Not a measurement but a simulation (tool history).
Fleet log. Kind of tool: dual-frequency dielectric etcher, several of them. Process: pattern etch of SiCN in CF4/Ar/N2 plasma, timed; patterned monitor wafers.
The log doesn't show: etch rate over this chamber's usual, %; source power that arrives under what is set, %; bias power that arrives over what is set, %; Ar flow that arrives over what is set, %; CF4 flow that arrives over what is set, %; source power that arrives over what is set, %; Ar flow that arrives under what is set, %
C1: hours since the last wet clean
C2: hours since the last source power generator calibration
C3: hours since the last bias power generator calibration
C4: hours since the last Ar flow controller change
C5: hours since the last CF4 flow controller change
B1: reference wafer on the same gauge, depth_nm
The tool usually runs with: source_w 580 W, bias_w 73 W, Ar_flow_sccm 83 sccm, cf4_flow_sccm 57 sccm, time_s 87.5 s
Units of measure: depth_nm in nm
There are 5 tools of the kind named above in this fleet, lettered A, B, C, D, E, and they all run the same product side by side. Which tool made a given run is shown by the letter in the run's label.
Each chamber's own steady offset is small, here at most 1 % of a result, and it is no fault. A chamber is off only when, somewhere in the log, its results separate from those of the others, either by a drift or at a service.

Run 1C, hour 9.8: usual settings; C1 321.5; C2 667.7; C3 593.8; C4 2520.5; C5 2142.2; B1 92.885. Result: depth_nm 94.258 nm.
Run 2A, hour 18.2: usual settings; C1 188.5; C2 881.6; C3 1289.9; C4 2970.8; C5 3460.3; B1 92.909. Result: depth_nm 93.666 nm.
Run 3D, hour 25.8: usual settings; C1 43.5; C2 1330.2; C3 2430.5; C4 2576.2; C5 251.9; B1 92.931. Result: depth_nm 94.731 nm.
Run 4B, hour 33.9: usual settings; C1 55.3; C2 197.3; C3 2210.1; C4 1980.7; C5 1418.4; B1 92.950. Result: depth_nm 93.639 nm.
Run 5E, hour 42.5: usual settings; C1 325.5; C2 3493.2; C3 2110.4; C4 2470.8; C5 412.5; B1 92.887. Result: depth_nm 94.360 nm.
Run 6C, hour 48.5: usual settings; C1 360.2; C2 706.4; C3 632.5; C4 2559.2; C5 2180.9; B1 92.926. Result: depth_nm 93.637 nm.
Run 7A, hour 55.9: usual settings; C1 226.2; C2 919.3; C3 1327.6; C4 3008.5; C5 3498.0; B1 92.869. Result: depth_nm 94.172 nm.
Run 8B, hour 61.7: usual settings; C1 83.1; C2 225.1; C3 2237.9; C4 2008.5; C5 1446.2; B1 92.914. Result: depth_nm 93.735 nm.
Run 9D, hour 70.2: usual settings; C1 87.9; C2 1374.6; C3 2474.9; C4 2620.6; C5 296.3; B1 92.899. Result: depth_nm 94.768 nm.
Run 10E, hour 77.6: usual settings; C1 360.6; C2 3528.3; C3 2145.5; C4 2505.9; C5 447.6; B1 92.874. Result: depth_nm 94.422 nm.
Run 11A, hour 86.4: usual settings but source_w 440 W; C1 256.7; C2 949.8; C3 1358.1; C4 3039.0; C5 3528.5; B1 92.932. Result: depth_nm 73.899 nm.
At hour 88.8: chamber D: bias power generator calibrated.
Run 12E, hour 91.9: usual settings but source_w 440 W; C1 374.9; C2 3542.6; C3 2159.8; C4 2520.2; C5 461.9; B1 92.916. Result: depth_nm 74.567 nm.
Run 13B, hour 98.5: usual settings but source_w 440 W; C1 119.9; C2 261.9; C3 2274.7; C4 2045.3; C5 1483.0; B1 92.873. Result: depth_nm 73.365 nm.
Run 14D, hour 106.2: usual settings but source_w 440 W; C1 123.9; C2 1410.6; C3 17.4; C4 2656.6; C5 332.3; B1 92.946. Result: depth_nm 73.982 nm.
Run 15C, hour 111.3: usual settings but source_w 440 W; C1 423.0; C2 769.2; C3 695.3; C4 2622.0; C5 2243.7; B1 92.929. Result: depth_nm 73.252 nm.
Run 16C, hour 119.5: usual settings but cf4_flow_sccm 51 sccm; C1 431.2; C2 777.4; C3 703.5; C4 2630.2; C5 2251.9; B1 92.955. Result: depth_nm 92.339 nm.
Run 17A, hour 127.0: usual settings but cf4_flow_sccm 51 sccm; C1 297.3; C2 990.4; C3 1398.7; C4 3079.6; C5 3569.1; B1 92.907. Result: depth_nm 92.116 nm.
Run 18B, hour 133.0: usual settings but cf4_flow_sccm 51 sccm; C1 154.4; C2 296.4; C3 2309.2; C4 2079.8; C5 1517.5; B1 92.874. Result: depth_nm 92.361 nm.
At hour 133.5: chamber A: wet clean of the chamber.
Run 19E, hour 140.8: usual settings but cf4_flow_sccm 51 sccm; C1 423.8; C2 3591.5; C3 2208.7; C4 2569.1; C5 510.8; B1 92.878. Result: depth_nm 93.684 nm.
Run 20D, hour 146.2: usual settings but cf4_flow_sccm 51 sccm; C1 163.9; C2 1450.6; C3 57.4; C4 2696.6; C5 372.3; B1 92.909. Result: depth_nm 93.336 nm.
Run 21C, hour 154.3: usual settings; C1 466.0; C2 812.2; C3 738.3; C4 2665.0; C5 2286.7; B1 92.919. Result: depth_nm 94.142 nm.
Run 22D, hour 164.1: usual settings; C1 181.8; C2 1468.5; C3 75.3; C4 2714.5; C5 390.2; B1 92.889. Result: depth_nm 94.453 nm.
Run 23B, hour 170.8: usual settings; C1 192.2; C2 334.2; C3 2347.0; C4 2117.6; C5 1555.3; B1 92.844. Result: depth_nm 94.117 nm.
Run 24A, hour 176.1: usual settings; C1 42.7; C2 1039.5; C3 1447.8; C4 3128.7; C5 3618.2; B1 92.840. Result: depth_nm 94.038 nm.
Run 25E, hour 185.1: usual settings; C1 468.1; C2 3635.8; C3 2253.0; C4 2613.4; C5 555.1; B1 92.953. Result: depth_nm 95.883 nm.
At hour 191.5: chamber C: wet clean of the chamber.
Run 26D, hour 191.8: usual settings; C1 209.5; C2 1496.2; C3 103.0; C4 2742.2; C5 417.9; B1 92.926. Result: depth_nm 94.511 nm.
Run 27A, hour 200.7: usual settings but source_w 630 W, bias_w 61 W; C1 67.3; C2 1064.1; C3 1472.4; C4 3153.3; C5 3642.8; B1 92.936. Result: depth_nm 95.035 nm.
Run 28C, hour 208.5: usual settings but source_w 630 W, bias_w 61 W; C1 17.0; C2 866.4; C3 792.5; C4 2719.2; C5 2340.9; B1 92.847. Result: depth_nm 95.292 nm.
Run 29B, hour 214.7: usual settings but source_w 630 W, bias_w 61 W; C1 236.1; C2 378.1; C3 2390.9; C4 2161.5; C5 1599.2; B1 92.884. Result: depth_nm 95.351 nm.
Run 30E, hour 224.5: usual settings but source_w 630 W, bias_w 61 W; C1 507.5; C2 3675.2; C3 2292.4; C4 2652.8; C5 594.5; B1 92.892. Result: depth_nm 97.917 nm.
Run 31A, hour 231.2: usual settings but source_w 630 W, bias_w 61 W; C1 97.8; C2 1094.6; C3 1502.9; C4 3183.8; C5 3673.3; B1 92.950. Result: depth_nm 95.153 nm.
Run 32E, hour 235.5: usual settings but Ar_flow_sccm 72 sccm; C1 518.5; C2 3686.2; C3 2303.4; C4 2663.8; C5 605.5; B1 92.895. Result: depth_nm 98.390 nm.
Run 33D, hour 239.8: usual settings but Ar_flow_sccm 72 sccm; C1 257.5; C2 1544.2; C3 151.0; C4 2790.2; C5 465.9; B1 92.934. Result: depth_nm 96.772 nm.
At hour 243.8: chamber B: CF4 flow controller replaced.
Run 34B, hour 247.5: usual settings but Ar_flow_sccm 72 sccm; C1 268.9; C2 410.9; C3 2423.7; C4 2194.3; C5 3.8; B1 92.890. Result: depth_nm 96.012 nm.
Run 35C, hour 256.9: usual settings but Ar_flow_sccm 72 sccm; C1 65.4; C2 914.8; C3 840.9; C4 2767.6; C5 2389.3; B1 92.888. Result: depth_nm 95.909 nm.
Run 36B, hour 264.4: usual settings but Ar_flow_sccm 72 sccm; C1 285.8; C2 427.8; C3 2440.6; C4 2211.2; C5 20.7; B1 92.909. Result: depth_nm 96.184 nm.
Run 37D, hour 274.1: usual settings; C1 291.8; C2 1578.5; C3 185.3; C4 2824.5; C5 500.2; B1 92.932. Result: depth_nm 94.840 nm.
Run 38C, hour 283.2: usual settings; C1 91.7; C2 941.1; C3 867.2; C4 2793.9; C5 2415.6; B1 92.952. Result: depth_nm 94.376 nm.
Run 39E, hour 290.1: usual settings; C1 573.1; C2 3740.8; C3 2358.0; C4 2718.4; C5 660.1; B1 92.960. Result: depth_nm 97.512 nm.
Run 40A, hour 295.1: usual settings; C1 161.7; C2 1158.5; C3 1566.8; C4 3247.7; C5 3737.2; B1 92.897. Result: depth_nm 94.426 nm.
Run 41D, hour 301.0: usual settings; C1 318.7; C2 1605.4; C3 212.2; C4 2851.4; C5 527.1; B1 92.921. Result: depth_nm 94.601 nm.

Next, every chamber runs the same settings. What will each give?
Run 42A, hour 308.2: usual settings but cf4_flow_sccm 70 sccm. Result: depth_nm ?.
Run 42B, hour 308.2: usual settings but cf4_flow_sccm 70 sccm. Result: depth_nm ?.
Run 42C, hour 308.2: usual settings but cf4_flow_sccm 70 sccm. Result: depth_nm ?.
Run 42D, hour 308.2: usual settings but cf4_flow_sccm 70 sccm. Result: depth_nm ?.
Run 42E, hour 308.2: usual settings but cf4_flow_sccm 70 sccm. Result: depth_nm ?.

run  depth_nm
42A    96.712
42B    96.855
42C    97.139
42D    97.386
42E   100.140
